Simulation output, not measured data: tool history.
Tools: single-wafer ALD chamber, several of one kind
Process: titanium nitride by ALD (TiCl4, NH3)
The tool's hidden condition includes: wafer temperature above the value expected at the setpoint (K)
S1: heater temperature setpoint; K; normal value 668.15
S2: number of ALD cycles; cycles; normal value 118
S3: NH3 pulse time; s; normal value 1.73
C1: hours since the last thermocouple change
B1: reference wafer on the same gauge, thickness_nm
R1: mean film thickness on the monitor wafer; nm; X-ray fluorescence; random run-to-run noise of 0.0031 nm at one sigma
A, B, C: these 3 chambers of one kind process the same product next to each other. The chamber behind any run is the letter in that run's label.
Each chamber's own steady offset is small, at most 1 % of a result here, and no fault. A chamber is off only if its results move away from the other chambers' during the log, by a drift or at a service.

run,hour,S1,S2,S3,C1,B1,R1
# hour 0.9: chamber A: thermocouple changed; heater temperature recalibrated
1C,8.3,668.15,118,1.73,468.4,2.9990,2.5889
2B,16.4,668.15,118,1.73,475.0,2.9994,2.5607
3A,20.1,668.15,118,1.73,19.2,2.9978,2.5799
4B,26.3,668.15,118,1.73,484.9,2.9982,2.5586
5C,32.9,668.15,118,1.73,493.0,2.9984,2.5813
6A,37.6,668.15,118,1.73,36.7,2.9972,2.5812
7C,42.6,668.15,118,1.73,502.7,2.9986,2.5794
8B,46.7,668.15,118,1.73,505.3,2.9967,2.5587
9A,51.8,668.15,118,1.73,50.9,2.9960,2.5784
10A,56.5,668.15,118,1.73,55.6,2.9962,2.5780
11C,65.0,668.15,118,1.73,525.1,2.9961,2.5830
12B,69.0,668.15,125,1.51,527.6,2.9958,2.6900
13C,73.6,668.15,125,1.51,533.7,2.9949,2.7197
14A,77.6,668.15,125,1.51,76.7,2.9952,2.7133
15B,83.1,668.15,118,1.73,541.7,2.9954,2.5554
16A,91.4,668.15,118,1.73,90.5,2.9941,2.5828
17C,98.5,668.15,118,1.73,558.6,2.9948,2.5839
18B,105.1,668.15,118,1.73,563.7,2.9937,2.5484
19A,109.7,668.15,118,1.73,108.8,2.9925,2.5816
20C,114.7,668.15,118,1.73,574.8,2.9927,2.5810
21B,118.9,668.15,118,1.73,577.5,2.9935,2.5533
22B,124.5,668.15,118,1.73,583.1,2.9926,2.5492
23A,129.7,668.15,118,1.73,128.8,2.9917,2.5777
24C,137.7,668.15,118,1.73,597.8,2.9923,2.5735
25A,143.6,668.15,118,1.73,142.7,2.9902,2.5839
26B,151.1,668.15,118,1.73,609.7,2.9909,2.5508
27C,157.3,668.15,118,1.73,617.4,2.9903,2.5818
28A,164.7,663.15,118,2.07,163.8,2.9905,2.5850
29C,172.3,663.15,118,2.07,632.4,2.9886,2.5860
30B,176.9,663.15,118,2.07,635.5,2.9890,2.5552
31C,182.0,668.15,118,1.73,642.1,2.9881,2.5767
32A,187.3,668.15,118,1.73,186.4,2.9889,2.5793
33B,192.5,668.15,118,1.73,651.1,2.9872,2.5494
34C,199.8,668.15,118,1.73,659.9,2.9875,2.5761
35A,206.1,668.15,118,1.73,205.2,2.9873,2.5753
36B,211.4,668.15,118,1.73,670.0,2.9862,2.5498
37C,215.5,668.15,118,1.73,675.6,2.9868,2.5741
38B,223.7,668.15,118,1.73,682.3,2.9856,2.5467
39A,232.1,668.15,118,1.73,231.2,2.9858,2.5811

Decide between three cases: one chamber stands off from its peers, the gauge reading all wafers drifts, or nothing is wrong past each chamber's small offset. Where a chamber is off, say which and what most likely put it there.

It is the gauge, not a chamber: its drift shows up in every chamber's results at once, and no chamber is off.
What lies behind it: gauge reads low (%) = 0.499.
